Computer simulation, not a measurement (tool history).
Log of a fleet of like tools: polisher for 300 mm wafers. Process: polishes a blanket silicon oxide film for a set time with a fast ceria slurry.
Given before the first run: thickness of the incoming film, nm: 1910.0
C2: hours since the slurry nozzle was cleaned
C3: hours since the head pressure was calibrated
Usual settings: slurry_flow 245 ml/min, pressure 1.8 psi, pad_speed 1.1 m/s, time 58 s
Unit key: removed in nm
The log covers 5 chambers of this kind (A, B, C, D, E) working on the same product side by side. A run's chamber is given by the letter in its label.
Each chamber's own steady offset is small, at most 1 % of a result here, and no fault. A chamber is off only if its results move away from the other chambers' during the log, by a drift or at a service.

At hour 2.2: chamber C: worn pad replaced by a new one.
At hour 2.2: chamber D: worn pad replaced by a new one.
At hour 3.5: chamber A: slurry nozzle cleaned.
Run 1E, hour 9: usual settings; wafers polished on this pad 1217; C2 540.5; C3 761.1. Result: removed 709.45 nm.
At hour 14.5: chamber B: worn pad replaced by a new one.
Run 2A, hour 17.2: usual settings; wafers polished on this pad 112; C2 13.7; C3 374.8. Result: removed 714.71 nm.
Run 3C, hour 27.3: usual settings; wafers polished on this pad 163; C2 108.2; C3 727.9. Result: removed 716.66 nm.
At hour 28.8: chamber E: worn pad replaced by a new one.
Run 4B, hour 37.1: usual settings; wafers polished on this pad 147; C2 323.8; C3 377.7. Result: removed 708.26 nm.
At hour 38.2: chamber C: head pressure recalibrated.
Run 5D, hour 45: usual settings but pad_speed 1.24 m/s, time 41 s; wafers polished on this pad 278; C2 99.7; C3 251.6. Result: removed 561.5 nm.
Run 6E, hour 51.8: usual settings but pad_speed 1.24 m/s, time 41 s; wafers polished on this pad 149; C2 583.3; C3 803.9. Result: removed 574.08 nm.
Run 7B, hour 58.7: usual settings but pad_speed 1.24 m/s, time 41 s; wafers polished on this pad 287; C2 345.4; C3 399.3. Result: removed 574.63 nm.
Run 8D, hour 68.8: usual settings but pad_speed 1.24 m/s, time 41 s; wafers polished on this pad 433; C2 123.5; C3 275.4. Result: removed 569.22 nm.
Run 9C, hour 77.3: usual settings but pad_speed 1.24 m/s, time 41 s; wafers polished on this pad 488; C2 158.2; C3 39.2. Result: removed 562.77 nm.
Run 10A, hour 86.1: usual settings; wafers polished on this pad 560; C2 82.6; C3 443.7. Result: removed 711.89 nm.
Run 11D, hour 93.4: usual settings; wafers polished on this pad 593; C2 148.1; C3 300. Result: removed 701.74 nm.
At hour 94.3: chamber A: worn pad replaced by a new one.
Run 12C, hour 98.6: usual settings but pressure 2.3 psi, time 66 s; wafers polished on this pad 627; C2 179.5; C3 60.5. Result: removed 1018.8 nm.
At hour 100: chamber A: head pressure recalibrated.
Run 13E, hour 105: usual settings but pressure 2.3 psi, time 66 s; wafers polished on this pad 495; C2 636.5; C3 857.1. Result: removed 1019.6 nm.
At hour 109.8: chamber B: worn pad replaced by a new one.
Run 14A, hour 109.9: usual settings but pressure 2.3 psi, time 66 s; wafers polished on this pad 101; C2 106.4; C3 10. Result: removed 1052.3 nm.
Run 15B, hour 114.8: usual settings but pressure 2.3 psi, time 66 s; wafers polished on this pad 32; C2 401.5; C3 455.4. Result: removed 1021.6 nm.
Run 16D, hour 121.6: usual settings but pressure 2.3 psi, time 66 s; wafers polished on this pad 776; C2 176.3; C3 328.2. Result: removed 1032.3 nm.
At hour 121.9: chamber C: worn pad replaced by a new one.
Run 17A, hour 127.2: usual settings but slurry_flow 215 ml/min, pad_speed 1.38 m/s; wafers polished on this pad 214; C2 123.7; C3 27.3. Result: removed 869.05 nm.
At hour 135.1: chamber B: slurry nozzle cleaned.
Run 18B, hour 137.4: usual settings but slurry_flow 215 ml/min, pad_speed 1.38 m/s; wafers polished on this pad 179; C2 2.4; C3 478. Result: removed 888.35 nm.
At hour 140.8: chamber D: worn pad replaced by a new one.
Run 19E, hour 144.8: usual settings but slurry_flow 215 ml/min, pad_speed 1.38 m/s; wafers polished on this pad 754; C2 676.3; C3 896.9. Result: removed 879.8 nm.
Run 20C, hour 149.7: usual settings but slurry_flow 215 ml/min, pad_speed 1.38 m/s; wafers polished on this pad 181; C2 230.6; C3 111.6. Result: removed 885.21 nm.
Run 21E, hour 155.9: usual settings but slurry_flow 215 ml/min, pad_speed 1.38 m/s; wafers polished on this pad 826; C2 687.4; C3 908. Result: removed 885.09 nm.
At hour 160.8: chamber E: head pressure recalibrated.
Run 22B, hour 163.4: usual settings; wafers polished on this pad 348; C2 28.4; C3 504. Result: removed 704.69 nm.
Run 23C, hour 171.5: usual settings; wafers polished on this pad 322; C2 252.4; C3 133.4. Result: removed 720.99 nm.
Run 24A, hour 181.3: usual settings; wafers polished on this pad 566; C2 177.8; C3 81.4. Result: removed 719.04 nm.
Run 25D, hour 187.1: usual settings; wafers polished on this pad 301; C2 241.8; C3 393.7. Result: removed 711.06 nm.
Run 26B, hour 194.6: usual settings; wafers polished on this pad 551; C2 59.6; C3 535.2. Result: removed 702.1 nm.
Run 27A, hour 204.7: usual settings; wafers polished on this pad 718; C2 201.2; C3 104.8. Result: removed 717.19 nm.
At hour 211.7: chamber A: worn pad replaced by a new one.
Run 28D, hour 213.5: usual settings; wafers polished on this pad 473; C2 268.2; C3 420.1. Result: removed 726.6 nm.
Run 29C, hour 218.9: usual settings; wafers polished on this pad 631; C2 299.8; C3 180.8. Result: removed 711.57 nm.
Run 30E, hour 228.8: usual settings; wafers polished on this pad 1300; C2 760.3; C3 68.1. Result: removed 704.57 nm.
At hour 234.5: chamber E: slurry nozzle cleaned.
Run 31E, hour 236.1: usual settings; wafers polished on this pad 1348; C2 1.6; C3 75.4. Result: removed 705.2 nm.
Run 32A, hour 241.5: usual settings; wafers polished on this pad 194; C2 238; C3 141.6. Result: removed 715.17 nm.
Run 33C, hour 250.7: usual settings; wafers polished on this pad 838; C2 331.6; C3 212.6. Result: removed 708.61 nm.

All 5 chambers run these settings next. Forecast each chamber's results:
Run 34A, hour 258: usual settings but slurry_flow 165 ml/min. Result: removed ?.
Run 34B, hour 258: usual settings but slurry_flow 165 ml/min. Result: removed ?.
Run 34C, hour 258: usual settings but slurry_flow 165 ml/min. Result: removed ?.
Run 34D, hour 258: usual settings but slurry_flow 165 ml/min. Result: removed ?.
Run 34E, hour 258: usual settings but slurry_flow 165 ml/min. Result: removed ?.

run  removed
34A   677.28
34B   677.57
34C   673.75
34D   684.14
34E   682.29
